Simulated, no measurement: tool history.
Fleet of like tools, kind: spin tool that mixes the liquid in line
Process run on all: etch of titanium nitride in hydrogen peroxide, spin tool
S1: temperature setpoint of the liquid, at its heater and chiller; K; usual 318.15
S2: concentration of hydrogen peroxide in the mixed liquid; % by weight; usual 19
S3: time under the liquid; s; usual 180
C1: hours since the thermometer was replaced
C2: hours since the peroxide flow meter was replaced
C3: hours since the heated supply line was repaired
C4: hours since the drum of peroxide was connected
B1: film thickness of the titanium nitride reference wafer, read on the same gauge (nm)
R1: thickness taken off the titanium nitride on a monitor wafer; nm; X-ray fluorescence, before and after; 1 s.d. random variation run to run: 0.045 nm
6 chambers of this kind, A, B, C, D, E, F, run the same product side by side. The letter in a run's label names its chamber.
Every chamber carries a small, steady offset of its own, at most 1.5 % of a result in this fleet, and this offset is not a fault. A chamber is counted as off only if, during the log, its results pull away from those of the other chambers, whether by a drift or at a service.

| run | hour | S1 | S2 | S3 | C1 | C2 | C3 | C4 | B1 | R1 |
|---|---|---|---|---|---|---|---|---|---|---|
| 1F | 11.6 | 318.15 | 19 | 180 | 1791.4 | 555.5 | 963.9 | 89.2 | 30.027 | 9.0696 |
| 2C | 18.7 | 318.15 | 19 | 180 | 694 | 114.1 | 215.4 | 480.4 | 30.011 | 8.9911 |
|  | 22.9 | chamber B: thermometer replaced |
| 3E | 33 | 318.15 | 19 | 180 | 666.4 | 664.7 | 297.5 | 457.5 | 30.034 | 9.1622 |
| 4A | 41 | 318.15 | 19 | 180 | 956.5 | 973.1 | 905.3 | 44.9 | 30.014 | 9.0239 |
| 5B | 50 | 318.15 | 19 | 180 | 27.2 | 76.2 | 990.7 | 57.5 | 30.007 | 9.0193 |
| 6D | 61.9 | 318.15 | 19 | 180 | 1263.6 | 819.6 | 413.7 | 105.7 | 30.006 | 9.0803 |
| 7C | 69.3 | 318.15 | 19 | 180 | 744.6 | 164.7 | 266 | 531 | 29.951 | 8.9906 |
| 8E | 76.7 | 318.15 | 19 | 180 | 710.1 | 708.4 | 341.2 | 501.2 | 30.055 | 9.149 |
| 9F | 91.6 | 324.65 | 19 | 180 | 1871.4 | 635.5 | 1043.9 | 169.2 | 29.978 | 14.697 |
| 10D | 98.8 | 324.65 | 19 | 180 | 1300.5 | 856.5 | 450.6 | 142.6 | 29.984 | 14.609 |
| 11A | 112.8 | 324.65 | 19 | 180 | 1028.3 | 1044.9 | 977.1 | 116.7 | 29.939 | 14.642 |
|  | 114.3 | chamber D: thermometer replaced |
| 12B | 124.3 | 324.65 | 19 | 180 | 101.5 | 150.5 | 1065 | 131.8 | 29.964 | 14.635 |
| 13F | 134.7 | 324.65 | 19 | 180 | 1914.5 | 678.6 | 1087 | 212.3 | 30.035 | 14.619 |
|  | 143.2 | chamber F: thermometer replaced |
| 14E | 144.4 | 324.65 | 19 | 180 | 777.8 | 776.1 | 408.9 | 568.9 | 30.088 | 14.669 |
| 15D | 152.3 | 318.15 | 19 | 180 | 38 | 910 | 504.1 | 196.1 | 30.008 | 8.9883 |
| 16C | 166.4 | 318.15 | 19 | 180 | 841.7 | 261.8 | 363.1 | 628.1 | 29.981 | 9.0706 |
| 17A | 175.7 | 318.15 | 19 | 180 | 1091.2 | 1107.8 | 1040 | 179.6 | 30.011 | 8.9323 |
|  | 180.8 | chamber C: thermometer replaced |
| 18B | 185.3 | 318.15 | 14 | 180 | 162.5 | 211.5 | 1126 | 192.8 | 29.965 | 8.4838 |
| 19C | 199.5 | 318.15 | 14 | 180 | 18.7 | 294.9 | 396.2 | 661.2 | 29.988 | 8.4146 |
| 20B | 206.8 | 318.15 | 14 | 180 | 184 | 233 | 1147.5 | 214.3 | 30.062 | 8.4352 |
| 21D | 220.2 | 318.15 | 14 | 180 | 105.9 | 977.9 | 572 | 264 | 30.068 | 8.5095 |
| 22E | 234 | 318.15 | 14 | 180 | 867.4 | 865.7 | 498.5 | 658.5 | 30.013 | 8.5371 |
| 23F | 246.2 | 318.15 | 14 | 180 | 103 | 790.1 | 1198.5 | 323.8 | 30.007 | 8.4975 |
| 24A | 257.7 | 318.15 | 19 | 180 | 1173.2 | 1189.8 | 1122 | 261.6 | 29.999 | 8.8495 |
| 25B | 270.1 | 318.15 | 19 | 180 | 247.3 | 296.3 | 1210.8 | 277.6 | 29.982 | 8.9608 |
| 26F | 278.5 | 327.15 | 19 | 140 | 135.3 | 822.4 | 1230.8 | 356.1 | 30.003 | 13.419 |
| 27D | 288.8 | 327.15 | 19 | 140 | 174.5 | 1046.5 | 640.6 | 332.6 | 29.969 | 13.544 |
| 28E | 302.1 | 327.15 | 19 | 140 | 935.5 | 933.8 | 566.6 | 726.6 | 29.999 | 13.5 |
| 29A | 314.2 | 327.15 | 19 | 140 | 1229.7 | 1246.3 | 1178.5 | 318.1 | 29.992 | 13.232 |
| 30C | 323.6 | 327.15 | 19 | 140 | 142.8 | 419 | 520.3 | 785.3 | 30.022 | 13.306 |
| 31D | 332.1 | 327.15 | 19 | 140 | 217.8 | 1089.8 | 683.9 | 375.9 | 30.011 | 13.469 |
|  | 338.4 | chamber B: new drum of peroxide connected |
| 32E | 340.3 | 318.15 | 19 | 180 | 973.7 | 972 | 604.8 | 764.8 | 29.967 | 9.1108 |
| 33A | 354.6 | 318.15 | 19 | 180 | 1270.1 | 1286.7 | 1218.9 | 358.5 | 29.994 | 8.7429 |
| 34B | 364.8 | 318.15 | 19 | 180 | 342 | 391 | 1305.5 | 26.4 | 29.98 | 9.0934 |
| 35C | 374.3 | 318.15 | 21.5 | 180 | 193.5 | 469.7 | 571 | 836 | 29.972 | 9.2395 |
| 36F | 388.4 | 318.15 | 21.5 | 180 | 245.2 | 932.3 | 1340.7 | 466 | 30.006 | 9.281 |
| 37A | 396.7 | 318.15 | 21.5 | 180 | 1312.2 | 1328.8 | 1261 | 400.6 | 29.987 | 8.9645 |
| 38C | 411.8 | 318.15 | 21.5 | 180 | 231 | 507.2 | 608.5 | 873.5 | 30.005 | 9.2017 |
| 39D | 420.8 | 318.15 | 21.5 | 180 | 306.5 | 1178.5 | 772.6 | 464.6 | 29.982 | 9.2851 |
|  | 435.1 | chamber E: new drum of peroxide connected |
| 40F | 435.7 | 318.15 | 21.5 | 180 | 292.5 | 979.6 | 1388 | 513.3 | 30.005 | 9.2481 |
| 41B | 447.6 | 318.15 | 19 | 180 | 424.8 | 473.8 | 1388.3 | 109.2 | 30.018 | 9.0569 |
| 42E | 462 | 318.15 | 19 | 180 | 1095.4 | 1093.7 | 726.5 | 26.9 | 29.995 | 9.1173 |

Each of the 6 chambers runs these same settings next. Fill in every chamber's results:
| 43A | 472.8 | 318.15 | 19 | 180 |  |  |  |  |  | ? |
| 43B | 472.8 | 318.15 | 19 | 180 |  |  |  |  |  | ? |
| 43C | 472.8 | 318.15 | 19 | 180 |  |  |  |  |  | ? |
| 43D | 472.8 | 318.15 | 19 | 180 |  |  |  |  |  | ? |
| 43E | 472.8 | 318.15 | 19 | 180 |  |  |  |  |  | ? |
| 43F | 472.8 | 318.15 | 19 | 180 |  |  |  |  |  | ? |

| run | R1 |
|---|---|
| 43A | 8.6552 |
| 43B | 9.0329 |
| 43C | 8.9938 |
| 43D | 9.0984 |
| 43E | 9.0959 |
| 43F | 9.0865 |
